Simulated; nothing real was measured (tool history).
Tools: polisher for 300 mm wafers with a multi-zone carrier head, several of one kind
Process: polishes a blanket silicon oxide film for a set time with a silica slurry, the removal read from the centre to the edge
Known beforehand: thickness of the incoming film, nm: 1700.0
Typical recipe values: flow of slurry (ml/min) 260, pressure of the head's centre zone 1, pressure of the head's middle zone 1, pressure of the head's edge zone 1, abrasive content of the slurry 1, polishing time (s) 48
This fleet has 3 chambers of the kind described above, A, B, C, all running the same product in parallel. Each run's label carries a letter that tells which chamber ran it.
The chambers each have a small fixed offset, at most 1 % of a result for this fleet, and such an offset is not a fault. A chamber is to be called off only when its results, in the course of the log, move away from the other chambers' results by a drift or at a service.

run   hour  flow of slurry (ml/min)  pressure of the head's centre zone  pressure of the head's middle zone  pressure of the head's edge zone  abrasive content of the slurry  polishing time (s)  wafers polished on this pad  hours since the slurry nozzle was cleaned  hours since the centre zone pressure was calibrated  hours since the edge zone pressure was calibrated  film removed at the wafer's centre (Å)  film removed at mid-radius (Å)  film removed at the wafer's edge (Å)
 1A    7.4                      260                                   1                                   1                                 1                               1                  48                          688                                        220                                                671.4                                             1291.8                                    1618                          1600.3                                1616.6
 2B   11.3                      260                                   1                                   1                                 1                               1                  48                          490                                      145.2                                                291.4                                               11.6                                  1615.6                          1639.7                                1600.7
      12.4  -- chamber A: centre zone pressure recalibrated
 3C   16.1                      260                                   1                                   1                                 1                               1                  48                         1256                                       58.3                                                154.1                                              703.6                                  1606.4                          1599.4                                1606.5
      16.5  -- chamber A: worn pad replaced by a new one
 4C   22.4                      260                                   1                                   1                                 1                               1                  48                         1302                                       64.6                                                160.4                                              709.9                                  1614.9                            1619                                1597.3
 5A     29                      350                                   1                                   1                                 1                            0.85                  48                           90                                      241.6                                                 16.7                                             1313.4                                  1554.1                          1552.1                                1541.3
 6B     38                      350                                   1                                   1                                 1                            0.85                  48                          683                                      171.9                                                318.1                                               38.3                                  1528.3                          1559.3                                1519.5
      42.7  -- chamber C: worn pad replaced by a new one
 7C   46.5                      350                                   1                                   1                                 1                            0.85                  48                           27                                       88.7                                                184.5                                                734                                  1521.1                          1511.5                                1515.2
 8B   55.1                      260                                   1                                   1                                 1                               1                  48                          807                                        189                                                335.2                                               55.4                                  1594.9                          1623.3                                1570.5
 9A   63.8                      260                                   1                                   1                                 1                               1                  48                          342                                      276.4                                                 51.5                                             1348.2                                  1634.9                          1616.8                                1619.7
      66.7  -- chamber A: edge zone pressure recalibrated
10B   69.8                      260                                   1                                   1                                 1                               1                  48                          913                                      203.7                                                349.9                                               70.1                                  1539.4                          1600.3                                1552.4
11A   75.1                      260                                   1                                   1                                 1                               1                  35                          424                                      287.7                                                 62.8                                                8.4                                  1175.7                          1185.8                                1190.2
12C   79.7                      260                                   1                                   1                                 1                               1                  35                          267                                      121.9                                                217.7                                              767.2                                  1179.1                          1157.2                                  1173
13B   86.8                      260                                   1                                   1                                 1                               1                  35                         1036                                      220.7                                                366.9                                               87.1                                  1113.6                          1127.1                                1114.8
14C   92.7                      260                                   1                                   1                                 1                               1                  48                          361                                      134.9                                                230.7                                              780.2                                  1582.5                          1593.7                                1623.2
15A   99.3                      195                                 0.9                                   1                                 1                               1                  48                          599                                      311.9                                                   87                                               32.6                                  1364.8                          1541.6                                1565.5
16C  106.4                      195                                 0.9                                   1                                 1                               1                  48                          460                                      148.6                                                244.4                                              793.9                                    1360                          1541.6                                1557.3
17A  110.3                      195                                 0.9                                   1                                 1                               1                  48                          679                                      322.9                                                   98                                               43.6                                  1379.2                          1582.5                                1569.2
18B  116.5                      260                                   1                                   1                                 1                               1                  48                         1251                                      250.4                                                396.6                                              116.8                                  1446.1                          1497.3                                1459.9
19A  121.6                      260                                   1                                   1                                 1                               1                  48                          760                                      334.2                                                109.3                                               54.9                                  1628.9                          1637.3                                1620.8
20B  128.7                      260                                   1                                   1                                 1                               1                  48                         1339                                      262.6                                                408.8                                                129                                  1460.7                          1490.9                                  1449
21C  132.6                      260                                   1                                   1                                 1                               1                  48                          650                                      174.8                                                270.6                                              820.1                                    1596                          1609.6                                1613.4

Read the log: is a single chamber off, either drifting away or since a service, is the gauge that measures every chamber drifting, or is nothing wrong beyond small per-chamber offsets? Name any odd chamber and what most likely caused it.

Little by little, chamber B moves away from the other chambers.
What lies behind it: removal rate lost through wear of the pad, % = 10.8.

Which of the 4 candidates below, each the usual settings with something changed and its results left as question marks, puts chamber B back in line with what the other chambers give on the usual settings?
In line here means within this much of the mean the other chambers give on the usual settings: film removed at the wafer's centre (Å) 56; film removed at mid-radius (Å) 50; film removed at the wafer's edge (Å) 40
22B-1  139.2                      260                                   1                                1.01                              0.99                            0.95                  44                                                                                                                                                                                                                       ?                               ?                                     ?
22B-2  139.2                      260                                   1                                0.99                              1.01                            1.05                  53                                                                                                                                                                                                                       ?                               ?                                     ?
22B-3  139.2                      265                                   1                                0.98                              1.02                            1.05                  59                                                                                                                                                                                                                       ?                               ?                                     ?
22B-4  139.2                      255                                   1                                1.02                              0.98                            0.95                  39                                                                                                                                                                                                                       ?                               ?                                     ?

Usual-settings mean across the other chambers: film removed at the wafer's centre (Å) 1603.6; film removed at mid-radius (Å) 1614; film removed at the wafer's edge (Å) 1612.5
  run  film removed at the wafer's centre (Å)  film removed at mid-radius (Å)  film removed at the wafer's edge (Å)
22B-1                                  1282.5                          1308.9                                1276.1
22B-2                                  1615.8                          1619.3                                1625.3
22B-3                                  1802.8                          1789.7                                1821.9
22B-4                                    1134                          1168.1                                1123.2
It is 22B-2 that realigns the chamber with its peers.

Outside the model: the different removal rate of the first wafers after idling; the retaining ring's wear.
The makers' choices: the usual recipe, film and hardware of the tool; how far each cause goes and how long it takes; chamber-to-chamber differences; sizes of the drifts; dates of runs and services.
